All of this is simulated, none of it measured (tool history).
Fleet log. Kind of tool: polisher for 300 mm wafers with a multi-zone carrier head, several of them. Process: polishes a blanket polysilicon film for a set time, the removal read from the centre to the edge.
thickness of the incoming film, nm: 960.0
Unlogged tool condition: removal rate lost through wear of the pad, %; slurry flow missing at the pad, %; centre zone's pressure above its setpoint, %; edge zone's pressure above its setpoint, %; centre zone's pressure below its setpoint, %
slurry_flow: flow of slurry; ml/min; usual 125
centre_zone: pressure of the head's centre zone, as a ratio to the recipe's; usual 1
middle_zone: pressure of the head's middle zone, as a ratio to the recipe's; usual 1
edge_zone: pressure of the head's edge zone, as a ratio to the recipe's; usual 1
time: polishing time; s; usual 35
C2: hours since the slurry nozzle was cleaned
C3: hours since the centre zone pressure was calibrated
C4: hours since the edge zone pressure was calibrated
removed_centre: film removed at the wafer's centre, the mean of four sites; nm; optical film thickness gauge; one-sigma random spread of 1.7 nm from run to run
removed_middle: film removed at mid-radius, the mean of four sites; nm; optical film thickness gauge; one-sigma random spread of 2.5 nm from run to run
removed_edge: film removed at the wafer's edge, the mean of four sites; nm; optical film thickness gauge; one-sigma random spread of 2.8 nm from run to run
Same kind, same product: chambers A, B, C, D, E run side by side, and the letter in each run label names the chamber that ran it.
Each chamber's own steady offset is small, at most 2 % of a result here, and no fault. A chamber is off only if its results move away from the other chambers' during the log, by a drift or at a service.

{"hour": 7.5, "done": "chamber A: edge zone pressure recalibrated"}
{"run": "1D", "hour": 8.8, "slurry_flow": 125, "centre_zone": 1, "middle_zone": 1, "edge_zone": 1, "time": 35, "wafers polished on this pad": 78, "C2": 366.3, "C3": 87.5, "C4": 1286.3, "removed_centre": 191.5, "removed_middle": 192.59, "removed_edge": 193.91}
{"hour": 12.7, "done": "chamber A: worn pad replaced by a new one"}
{"run": "2B", "hour": 14.2, "slurry_flow": 125, "centre_zone": 1, "middle_zone": 1, "edge_zone": 1, "time": 35, "wafers polished on this pad": 229, "C2": 217.7, "C3": 32.2, "C4": 763.7, "removed_centre": 192.34, "removed_middle": 191.47, "removed_edge": 193.39}
{"hour": 18.3, "done": "chamber E: worn pad replaced by a new one"}
{"run": "3E", "hour": 23.3, "slurry_flow": 125, "centre_zone": 1, "middle_zone": 1, "edge_zone": 1, "time": 35, "wafers polished on this pad": 37, "C2": 63.3, "C3": 484.3, "C4": 156.8, "removed_centre": 191.18, "removed_middle": 192.65, "removed_edge": 186.07}
{"hour": 28.0, "done": "chamber D: edge zone pressure recalibrated"}
{"run": "4C", "hour": 29.7, "slurry_flow": 125, "centre_zone": 1, "middle_zone": 1, "edge_zone": 1, "time": 35, "wafers polished on this pad": 464, "C2": 516.7, "C3": 1427.4, "C4": 818.9, "removed_centre": 193.24, "removed_middle": 191.8, "removed_edge": 188.64}
{"run": "5A", "hour": 37.9, "slurry_flow": 165, "centre_zone": 0.9, "middle_zone": 1, "edge_zone": 1, "time": 35, "wafers polished on this pad": 185, "C2": 395.7, "C3": 420.1, "C4": 30.5, "removed_centre": 181.66, "removed_middle": 203.86, "removed_edge": 193.44}
{"run": "6E", "hour": 44.7, "slurry_flow": 165, "centre_zone": 0.9, "middle_zone": 1, "edge_zone": 1, "time": 35, "wafers polished on this pad": 194, "C2": 84.7, "C3": 505.7, "C4": 178.2, "removed_centre": 183, "removed_middle": 200.39, "removed_edge": 196.04}
{"hour": 50.2, "done": "chamber B: worn pad replaced by a new one"}
{"run": "7C", "hour": 52.8, "slurry_flow": 165, "centre_zone": 0.9, "middle_zone": 1, "edge_zone": 1, "time": 35, "wafers polished on this pad": 634, "C2": 539.8, "C3": 1450.5, "C4": 842, "removed_centre": 178.62, "removed_middle": 205.79, "removed_edge": 200.14}
{"hour": 57.5, "done": "chamber C: slurry nozzle cleaned"}
{"run": "8D", "hour": 61.8, "slurry_flow": 165, "centre_zone": 0.9, "middle_zone": 1, "edge_zone": 1, "time": 35, "wafers polished on this pad": 468, "C2": 419.3, "C3": 140.5, "C4": 33.8, "removed_centre": 182.45, "removed_middle": 200.59, "removed_edge": 201.71}
{"run": "9A", "hour": 70.7, "slurry_flow": 165, "centre_zone": 0.9, "middle_zone": 1, "edge_zone": 1, "time": 35, "wafers polished on this pad": 427, "C2": 428.5, "C3": 452.9, "C4": 63.3, "removed_centre": 182.37, "removed_middle": 204.29, "removed_edge": 203.59}
{"run": "10B", "hour": 79.9, "slurry_flow": 125, "centre_zone": 1, "middle_zone": 1, "edge_zone": 1, "time": 35, "wafers polished on this pad": 218, "C2": 283.4, "C3": 97.9, "C4": 829.4, "removed_centre": 193.37, "removed_middle": 197.4, "removed_edge": 190.65}
{"run": "11B", "hour": 85.2, "slurry_flow": 125, "centre_zone": 1, "middle_zone": 1, "edge_zone": 1, "time": 35, "wafers polished on this pad": 257, "C2": 288.7, "C3": 103.2, "C4": 834.7, "removed_centre": 193.77, "removed_middle": 192.09, "removed_edge": 192.3}
{"hour": 94.0, "done": "chamber C: worn pad replaced by a new one"}
{"run": "12C", "hour": 95.0, "slurry_flow": 125, "centre_zone": 1, "middle_zone": 1.09, "edge_zone": 1, "time": 35, "wafers polished on this pad": 7, "C2": 37.5, "C3": 1492.7, "C4": 884.2, "removed_centre": 189.14, "removed_middle": 207.82, "removed_edge": 191.38}
{"run": "13A", "hour": 100.1, "slurry_flow": 125, "centre_zone": 1, "middle_zone": 1.09, "edge_zone": 1, "time": 35, "wafers polished on this pad": 643, "C2": 457.9, "C3": 482.3, "C4": 92.7, "removed_centre": 192.13, "removed_middle": 211.98, "removed_edge": 190.41}
{"hour": 105.1, "done": "chamber B: slurry nozzle cleaned"}
{"hour": 108.6, "done": "chamber D: worn pad replaced by a new one"}
{"run": "14D", "hour": 110.7, "slurry_flow": 125, "centre_zone": 1, "middle_zone": 1.09, "edge_zone": 1, "time": 35, "wafers polished on this pad": 15, "C2": 468.2, "C3": 189.4, "C4": 82.7, "removed_centre": 195.15, "removed_middle": 211.96, "removed_edge": 193.64}
{"run": "15E", "hour": 115.7, "slurry_flow": 125, "centre_zone": 1, "middle_zone": 1.09, "edge_zone": 1, "time": 35, "wafers polished on this pad": 716, "C2": 155.7, "C3": 576.7, "C4": 249.2, "removed_centre": 191.05, "removed_middle": 202.63, "removed_edge": 190.33}
{"hour": 117.2, "done": "chamber B: worn pad replaced by a new one"}
{"hour": 120.1, "done": "chamber A: worn pad replaced by a new one"}
{"run": "16D", "hour": 122.7, "slurry_flow": 125, "centre_zone": 1, "middle_zone": 1.09, "edge_zone": 1, "time": 35, "wafers polished on this pad": 103, "C2": 480.2, "C3": 201.4, "C4": 94.7, "removed_centre": 192.18, "removed_middle": 207.24, "removed_edge": 192.69}
{"run": "17C", "hour": 130.7, "slurry_flow": 95, "centre_zone": 1, "middle_zone": 1, "edge_zone": 1, "time": 35, "wafers polished on this pad": 270, "C2": 73.2, "C3": 1528.4, "C4": 919.9, "removed_centre": 177.38, "removed_middle": 177.29, "removed_edge": 185.17}
{"hour": 134.2, "done": "chamber C: centre zone pressure recalibrated"}
{"run": "18B", "hour": 141.5, "slurry_flow": 95, "centre_zone": 1, "middle_zone": 1, "edge_zone": 1, "time": 35, "wafers polished on this pad": 178, "C2": 36.4, "C3": 159.5, "C4": 891, "removed_centre": 178.06, "removed_middle": 179.74, "removed_edge": 181.5}
{"hour": 145.0, "done": "chamber D: slurry nozzle cleaned"}
{"run": "19E", "hour": 151.9, "slurry_flow": 95, "centre_zone": 1, "middle_zone": 1, "edge_zone": 1, "time": 35, "wafers polished on this pad": 983, "C2": 191.9, "C3": 612.9, "C4": 285.4, "removed_centre": 176.33, "removed_middle": 177.39, "removed_edge": 178.76}
{"run": "20A", "hour": 162.3, "slurry_flow": 95, "centre_zone": 1, "middle_zone": 1, "edge_zone": 1, "time": 35, "wafers polished on this pad": 310, "C2": 520.1, "C3": 544.5, "C4": 154.9, "removed_centre": 178.1, "removed_middle": 175.96, "removed_edge": 179.16}
{"run": "21A", "hour": 168.9, "slurry_flow": 95, "centre_zone": 1, "middle_zone": 1, "edge_zone": 1, "time": 35, "wafers polished on this pad": 359, "C2": 526.7, "C3": 551.1, "C4": 161.5, "removed_centre": 174.16, "removed_middle": 178.25, "removed_edge": 179.17}
{"run": "22D", "hour": 179.2, "slurry_flow": 125, "centre_zone": 1, "middle_zone": 1, "edge_zone": 1, "time": 35, "wafers polished on this pad": 519, "C2": 34.3, "C3": 257.9, "C4": 151.2, "removed_centre": 191.02, "removed_middle": 186.76, "removed_edge": 190.02}
{"hour": 182.9, "done": "chamber B: worn pad replaced by a new one"}
{"hour": 183.3, "done": "chamber C: edge zone pressure recalibrated"}
{"hour": 189.2, "done": "chamber E: worn pad replaced by a new one"}
{"run": "23B", "hour": 189.3, "slurry_flow": 125, "centre_zone": 1, "middle_zone": 1, "edge_zone": 1, "time": 29, "wafers polished on this pad": 47, "C2": 84.2, "C3": 207.3, "C4": 938.8, "removed_centre": 158.67, "removed_middle": 159.35, "removed_edge": 158.77}
{"run": "24C", "hour": 198.0, "slurry_flow": 125, "centre_zone": 1, "middle_zone": 1, "edge_zone": 1, "time": 29, "wafers polished on this pad": 765, "C2": 140.5, "C3": 63.8, "C4": 14.8, "removed_centre": 141, "removed_middle": 158.59, "removed_edge": 158.87}
{"run": "25E", "hour": 207.8, "slurry_flow": 125, "centre_zone": 1, "middle_zone": 1, "edge_zone": 1, "time": 29, "wafers polished on this pad": 137, "C2": 247.8, "C3": 668.8, "C4": 341.3, "removed_centre": 158.38, "removed_middle": 158.93, "removed_edge": 157.27}
{"hour": 216.7, "done": "chamber C: worn pad replaced by a new one"}
{"run": "26D", "hour": 219.0, "slurry_flow": 125, "centre_zone": 1, "middle_zone": 1, "edge_zone": 1, "time": 29, "wafers polished on this pad": 812, "C2": 74.1, "C3": 297.7, "C4": 191, "removed_centre": 159.89, "removed_middle": 158.06, "removed_edge": 157.68}
{"hour": 221.0, "done": "chamber A: worn pad replaced by a new one"}
{"hour": 227.8, "done": "chamber D: worn pad replaced by a new one"}
{"run": "27E", "hour": 228.5, "slurry_flow": 125, "centre_zone": 1, "middle_zone": 1, "edge_zone": 1, "time": 29, "wafers polished on this pad": 289, "C2": 268.5, "C3": 689.5, "C4": 362, "removed_centre": 158.91, "removed_middle": 161.05, "removed_edge": 161.25}
{"run": "28C", "hour": 233.6, "slurry_flow": 125, "centre_zone": 1, "middle_zone": 1, "edge_zone": 1, "time": 35, "wafers polished on this pad": 124, "C2": 176.1, "C3": 99.4, "C4": 50.4, "removed_centre": 170.39, "removed_middle": 193.88, "removed_edge": 189.97}
{"run": "29B", "hour": 241.8, "slurry_flow": 125, "centre_zone": 1, "middle_zone": 1, "edge_zone": 1, "time": 35, "wafers polished on this pad": 434, "C2": 136.7, "C3": 259.8, "C4": 991.3, "removed_centre": 191.23, "removed_middle": 190.15, "removed_edge": 190.69}
{"run": "30A", "hour": 250.5, "slurry_flow": 125, "centre_zone": 1, "middle_zone": 1, "edge_zone": 1, "time": 35, "wafers polished on this pad": 217, "C2": 608.3, "C3": 632.7, "C4": 243.1, "removed_centre": 190.7, "removed_middle": 191.67, "removed_edge": 187.97}
{"hour": 258.3, "done": "chamber B: worn pad replaced by a new one"}
{"run": "31A", "hour": 258.8, "slurry_flow": 125, "centre_zone": 1, "middle_zone": 1, "edge_zone": 1, "time": 35, "wafers polished on this pad": 278, "C2": 616.6, "C3": 641, "C4": 251.4, "removed_centre": 192.19, "removed_middle": 193.71, "removed_edge": 191.63}
{"run": "32C", "hour": 264.8, "slurry_flow": 125, "centre_zone": 1, "middle_zone": 1, "edge_zone": 1, "time": 35, "wafers polished on this pad": 354, "C2": 207.3, "C3": 130.6, "C4": 81.6, "removed_centre": 168.6, "removed_middle": 191.63, "removed_edge": 190.67}
{"run": "33B", "hour": 275.1, "slurry_flow": 160, "centre_zone": 1, "middle_zone": 1, "edge_zone": 1, "time": 39, "wafers polished on this pad": 123, "C2": 170, "C3": 293.1, "C4": 1024.6, "removed_centre": 225.34, "removed_middle": 226.05, "removed_edge": 225.51}
{"run": "34E", "hour": 286.4, "slurry_flow": 160, "centre_zone": 1, "middle_zone": 1, "edge_zone": 1, "time": 39, "wafers polished on this pad": 715, "C2": 326.4, "C3": 747.4, "C4": 419.9, "removed_centre": 226.72, "removed_middle": 224.74, "removed_edge": 216.98}
{"run": "35D", "hour": 296.7, "slurry_flow": 160, "centre_zone": 1, "middle_zone": 1, "edge_zone": 1, "time": 39, "wafers polished on this pad": 507, "C2": 151.8, "C3": 375.4, "C4": 268.7, "removed_centre": 228.67, "removed_middle": 226.22, "removed_edge": 221.28}
{"run": "36C", "hour": 307.2, "slurry_flow": 160, "centre_zone": 1, "middle_zone": 1, "edge_zone": 1, "time": 39, "wafers polished on this pad": 666, "C2": 249.7, "C3": 173, "C4": 124, "removed_centre": 198.86, "removed_middle": 226.36, "removed_edge": 221.4}
{"run": "37A", "hour": 315.0, "slurry_flow": 160, "centre_zone": 1, "middle_zone": 1, "edge_zone": 1, "time": 39, "wafers polished on this pad": 692, "C2": 672.8, "C3": 697.2, "C4": 307.6, "removed_centre": 226.25, "removed_middle": 228.78, "removed_edge": 223.9}

Read the log: is a single chamber off, either drifting away or since a service, is the gauge that measures every chamber drifting, or is nothing wrong beyond small per-chamber offsets? Name any odd chamber and what most likely caused it.

A service left chamber C off against the others.
Most likely cause: centre zone's pressure below its setpoint, % = 9.94.

Which of the 4 candidates below, each the usual settings with something changed and its results left as question marks, puts chamber C back in line with what the other chambers give on the usual settings?
A result is in line if it is within this distance of the other chambers' mean on the usual settings: removed_centre 6.1 nm; removed_middle 8.6 nm; removed_edge 9.7 nm
{"run": "38C-1", "hour": 323.2, "slurry_flow": 120, "centre_zone": 0.96, "middle_zone": 1.01, "edge_zone": 1.01, "time": 35, "removed_centre": "?", "removed_middle": "?", "removed_edge": "?"}
{"run": "38C-2", "hour": 323.2, "slurry_flow": 135, "centre_zone": 1.1, "middle_zone": 0.98, "edge_zone": 0.97, "time": 35, "removed_centre": "?", "removed_middle": "?", "removed_edge": "?"}
{"run": "38C-3", "hour": 323.2, "slurry_flow": 130, "centre_zone": 1.04, "middle_zone": 0.99, "edge_zone": 0.99, "time": 35, "removed_centre": "?", "removed_middle": "?", "removed_edge": "?"}
{"run": "38C-4", "hour": 323.2, "slurry_flow": 120, "centre_zone": 0.91, "middle_zone": 1.03, "edge_zone": 1.03, "time": 35, "removed_centre": "?", "removed_middle": "?", "removed_edge": "?"}

Average result of the remaining chambers running the usual settings: removed_centre 191.92 nm; removed_middle 191.75 nm; removed_edge 191.1 nm
run=38C-1 removed_centre=160.21 removed_middle=192.15 removed_edge=190.81
run=38C-2 removed_centre=192.11 removed_middle=191.71 removed_edge=190.35
run=38C-3 removed_centre=178.85 removed_middle=192 removed_edge=191.26
run=38C-4 removed_centre=150.81 removed_middle=195.65 removed_edge=192.71
38C-2 is the one that brings the chamber's results back in line with the other chambers.
